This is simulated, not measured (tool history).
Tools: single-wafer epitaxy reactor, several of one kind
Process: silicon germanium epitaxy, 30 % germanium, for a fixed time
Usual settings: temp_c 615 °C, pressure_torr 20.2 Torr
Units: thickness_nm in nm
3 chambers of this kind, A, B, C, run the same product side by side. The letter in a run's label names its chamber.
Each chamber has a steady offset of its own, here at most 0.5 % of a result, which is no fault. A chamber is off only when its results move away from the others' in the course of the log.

run,hour,temp_c,pressure_torr,hours since the last pyrometer calibration,hours since the last manometer calibration,"read-back reference wafer on the same gauge, thickness_nm",thickness_nm
1C,6.2,615,20.2,511.4,1614.5,77.914,77.591
2A,9.8,615,20.2,193,1840.4,77.887,77.942
3B,15.6,615,20.2,16,143.3,77.871,77.777
4B,21,615,20.2,21.4,148.7,77.851,77.745
5C,25,615,20.2,530.2,1633.3,77.864,77.462
6A,31.5,615,20.2,214.7,1862.1,77.838,77.887
7C,37.3,615,20.2,542.5,1645.6,77.828,77.504
8A,41.7,615,20.2,224.9,1872.3,77.823,77.725
9B,47.8,622,20.2,48.2,175.5,77.793,87.898
10B,53.6,622,20.2,54,181.3,77.768,87.934
11C,58.9,622,20.2,564.1,1667.2,77.786,87.456
12A,63.6,615,20.2,246.8,1894.2,77.793,77.696
13A,67,615,20.2,250.2,1897.6,77.746,77.94
14B,70.1,615,20.2,70.5,197.8,77.767,77.663
15C,76.6,615,20.2,581.8,1684.9,77.755,77.402
16A,79.8,602,17.2,263,1910.4,77.755,57.769
17B,83.1,602,17.2,83.5,210.8,77.725,57.479
18C,89.8,602,17.2,595,1698.1,77.697,57.479
19C,96.2,615,20.2,601.4,1704.5,77.708,77.208
20B,102,615,20.2,102.4,229.7,77.694,77.624
21A,105,615,20.2,288.2,1935.6,77.701,77.63
22A,109.8,615,20.2,293,1940.4,77.667,77.536
23B,113.2,615,20.2,113.6,240.9,77.661,77.504
24C,118.5,615,20.2,623.7,1726.8,77.677,77.224
25A,123.3,615,20.2,306.5,1953.9,77.653,77.708
26C,126.9,615,20.2,632.1,1735.2,77.645,76.988
27B,133.7,615,20.2,134.1,261.4,77.669,77.553
28B,139.7,615,20.2,140.1,267.4,77.627,77.491
29C,142.9,615,20.2,648.1,1751.2,77.606,77.152
30A,148.6,615,20.2,331.8,1979.2,77.616,77.495
31A,153.9,615,20.2,337.1,1984.5,77.593,77.468
32C,156.9,615,20.2,662.1,1765.2,77.586,77.222
33B,160.3,615,20.2,160.7,288,77.566,77.458
34C,166.8,615,20.2,672,1775.1,77.573,77.265
35A,171.2,615,20.2,354.4,2001.8,77.595,77.694
36B,175.5,615,20.2,175.9,303.2,77.544,77.293
37B,180.6,615,20.2,181,308.3,77.551,77.349
38A,186.4,615,20.2,369.6,2017,77.559,77.62
39C,192.3,615,20.2,697.5,1800.6,77.505,77.162
40B,195.3,615,20.2,195.7,323,77.532,77.373

What goes on in this fleet: one chamber off, a drifting gauge, or nothing beyond the chambers' own small offsets? Name the chamber and the cause, if any.

The gauge drifts, so all chambers seem to drift together. No chamber is off.
Cause: gauge reads low (%) = 0.506.

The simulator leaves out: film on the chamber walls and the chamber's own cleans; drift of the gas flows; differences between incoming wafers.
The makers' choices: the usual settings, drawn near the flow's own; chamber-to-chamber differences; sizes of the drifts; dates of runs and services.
